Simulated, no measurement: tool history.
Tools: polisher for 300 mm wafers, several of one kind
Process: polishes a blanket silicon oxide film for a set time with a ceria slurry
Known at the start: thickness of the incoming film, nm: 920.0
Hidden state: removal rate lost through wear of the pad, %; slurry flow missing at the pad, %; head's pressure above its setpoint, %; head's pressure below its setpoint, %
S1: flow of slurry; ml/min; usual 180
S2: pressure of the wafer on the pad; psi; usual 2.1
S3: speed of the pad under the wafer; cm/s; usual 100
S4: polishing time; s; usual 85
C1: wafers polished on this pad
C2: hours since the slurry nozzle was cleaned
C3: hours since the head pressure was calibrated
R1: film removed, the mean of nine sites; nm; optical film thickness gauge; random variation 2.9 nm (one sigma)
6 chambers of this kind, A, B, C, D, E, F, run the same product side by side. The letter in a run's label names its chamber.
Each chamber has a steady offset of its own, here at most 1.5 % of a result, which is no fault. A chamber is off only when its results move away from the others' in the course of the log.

| run | hour | S1 | S2 | S3 | S4 | C1 | C2 | C3 | R1 |
|---|---|---|---|---|---|---|---|---|---|
| 1A | 8.6 | 180 | 2.1 | 100 | 85 | 861 | 254.1 | 284.6 | 246.08 |
|  | 13.7 | chamber A: worn pad replaced by a new one |
| 2E | 22.2 | 180 | 2.1 | 100 | 85 | 1156 | 212.8 | 887.3 | 240.83 |
|  | 27.0 | chamber B: worn pad replaced by a new one |
| 3C | 30.8 | 180 | 2.1 | 100 | 85 | 748 | 210.7 | 281.6 | 236.50 |
|  | 33.4 | chamber E: worn pad replaced by a new one |
| 4F | 39.9 | 180 | 2.1 | 100 | 85 | 652 | 206.9 | 529.4 | 242.75 |
| 5D | 49.2 | 180 | 1.4 | 100 | 85 | 486 | 241.9 | 831.5 | 158.10 |
| 6B | 63.0 | 180 | 1.4 | 100 | 85 | 305 | 762.8 | 273.3 | 158.66 |
| 7B | 72.7 | 180 | 1.4 | 100 | 85 | 387 | 772.5 | 283.0 | 156.04 |
|  | 82.5 | chamber D: worn pad replaced by a new one |
| 8F | 85.2 | 180 | 1.4 | 100 | 85 | 1036 | 252.2 | 574.7 | 161.99 |
| 9C | 96.8 | 180 | 1.4 | 100 | 85 | 1307 | 276.7 | 347.6 | 159.87 |
|  | 97.6 | chamber C: worn pad replaced by a new one |
|  | 99.1 | chamber A: worn pad replaced by a new one |
|  | 101.6 | chamber F: worn pad replaced by a new one |
| 10D | 108.1 | 180 | 1.4 | 100 | 85 | 217 | 300.8 | 890.4 | 157.61 |
|  | 110.0 | chamber B: slurry nozzle cleaned |
| 11E | 118.9 | 180 | 2.1 | 100 | 85 | 724 | 309.5 | 984.0 | 241.25 |
| 12A | 131.3 | 180 | 2.1 | 100 | 85 | 273 | 376.8 | 407.3 | 239.13 |
|  | 138.2 | chamber B: worn pad replaced by a new one |
| 13E | 140.1 | 180 | 2.1 | 100 | 85 | 904 | 330.7 | 1005.2 | 244.02 |
|  | 149.4 | chamber C: slurry nozzle cleaned |
| 14F | 154.1 | 150 | 2.1 | 100 | 85 | 445 | 321.1 | 643.6 | 232.75 |
|  | 164.2 | chamber B: head pressure recalibrated |
| 15A | 166.0 | 150 | 2.1 | 100 | 85 | 567 | 411.5 | 442.0 | 238.49 |
|  | 167.7 | chamber D: worn pad replaced by a new one |
|  | 170.2 | chamber E: head pressure recalibrated |
| 16B | 173.8 | 150 | 2.1 | 100 | 85 | 302 | 63.9 | 9.6 | 233.45 |
| 17D | 182.4 | 150 | 2.1 | 100 | 85 | 124 | 375.1 | 964.7 | 228.92 |
| 18C | 192.8 | 150 | 2.1 | 100 | 85 | 806 | 43.5 | 443.6 | 230.37 |
|  | 195.4 | chamber E: worn pad replaced by a new one |
|  | 195.6 | chamber A: worn pad replaced by a new one |
| 19C | 201.8 | 150 | 2.1 | 100 | 85 | 883 | 52.5 | 452.6 | 227.87 |
| 20A | 209.3 | 180 | 2.1 | 100 | 97 | 116 | 454.8 | 485.3 | 278.54 |
| 21E | 220.3 | 180 | 2.1 | 100 | 97 | 211 | 410.9 | 50.2 | 270.10 |
|  | 230.8 | chamber F: worn pad replaced by a new one |
| 22D | 230.8 | 180 | 2.1 | 100 | 97 | 534 | 423.5 | 1013.1 | 273.03 |
| 23F | 239.4 | 180 | 2.1 | 100 | 97 | 73 | 406.4 | 728.9 | 270.87 |
|  | 241.0 | chamber F: head pressure recalibrated |
| 24B | 249.8 | 180 | 2.1 | 100 | 97 | 946 | 139.9 | 85.6 | 269.36 |
|  | 251.3 | chamber D: worn pad replaced by a new one |
|  | 258.5 | chamber B: worn pad replaced by a new one |
|  | 258.8 | chamber C: worn pad replaced by a new one |
| 25E | 259.2 | 180 | 2.1 | 100 | 97 | 541 | 449.8 | 89.1 | 277.55 |
|  | 259.8 | chamber E: slurry nozzle cleaned |
| 26A | 271.4 | 180 | 2.1 | 100 | 85 | 643 | 516.9 | 547.4 | 241.09 |
| 27D | 277.6 | 180 | 2.1 | 100 | 85 | 223 | 470.3 | 1059.9 | 237.39 |
|  | 289.5 | chamber A: worn pad replaced by a new one |
| 28B | 290.3 | 180 | 2.1 | 100 | 85 | 270 | 180.4 | 126.1 | 242.00 |
| 29C | 299.3 | 180 | 1.9 | 68 | 85 | 344 | 150.0 | 550.1 | 147.01 |
| 30F | 311.1 | 180 | 1.9 | 68 | 85 | 680 | 478.1 | 70.2 | 131.76 |
| 31A | 317.8 | 180 | 1.9 | 68 | 85 | 240 | 563.3 | 593.8 | 150.25 |
| 32C | 326.7 | 180 | 1.9 | 68 | 85 | 576 | 177.4 | 577.5 | 150.76 |
| 33D | 333.5 | 180 | 1.9 | 68 | 85 | 696 | 526.2 | 1115.8 | 145.03 |
| 34E | 344.0 | 180 | 1.9 | 68 | 85 | 1260 | 84.3 | 173.9 | 149.59 |
| 35B | 353.3 | 180 | 2.1 | 100 | 85 | 804 | 243.4 | 189.1 | 239.62 |
|  | 357.5 | chamber B: worn pad replaced by a new one |
|  | 359.3 | chamber E: worn pad replaced by a new one |
| 36F | 359.6 | 180 | 2.1 | 100 | 85 | 1091 | 526.6 | 118.7 | 218.44 |
| 37F | 370.7 | 180 | 2.1 | 100 | 85 | 1186 | 537.7 | 129.8 | 216.24 |
| 38E | 383.7 | 180 | 2.1 | 100 | 85 | 207 | 124.0 | 213.6 | 240.25 |
|  | 386.8 | chamber C: worn pad replaced by a new one |
| 39B | 391.6 | 180 | 2.1 | 100 | 85 | 289 | 281.7 | 227.4 | 239.80 |
|  | 394.6 | chamber A: worn pad replaced by a new one |
| 40C | 401.9 | 180 | 2.1 | 100 | 85 | 128 | 252.6 | 652.7 | 239.06 |
| 41A | 414.3 | 180 | 2.1 | 100 | 85 | 167 | 659.8 | 690.3 | 245.47 |

What goes on in this fleet: one chamber off, a drifting gauge, or nothing beyond the chambers' own small offsets? Name the chamber and the cause, if any.

A service left chamber F off against the others.
Cause: head's pressure below its setpoint, % = 10.3.

Here are 4 candidates for chamber F's next run, each the usual settings with a change, their results left as question marks. Which one brings its results back in line with what the others give on the usual settings?
In line means no further than this from the other chambers' mean on the usual settings: R1 10.00 nm
| 42F-1 | 424.6 | 180 | 2.1 | 100 | 104 |  |  |  | ? |
| 42F-2 | 424.6 | 180 | 2.2 | 100 | 90 |  |  |  | ? |
| 42F-3 | 424.6 | 180 | 2.0 | 92 | 79 |  |  |  | ? |
| 42F-4 | 424.6 | 180 | 2.1 | 100 | 76 |  |  |  | ? |

The other chambers' mean on the usual settings: R1 239.53 nm
| run | R1 |
|---|---|
| 42F-1 | 263.01 |
| 42F-2 | 238.40 |
| 42F-3 | 174.86 |
| 42F-4 | 192.20 |
42F-2 brings the chamber back in line.
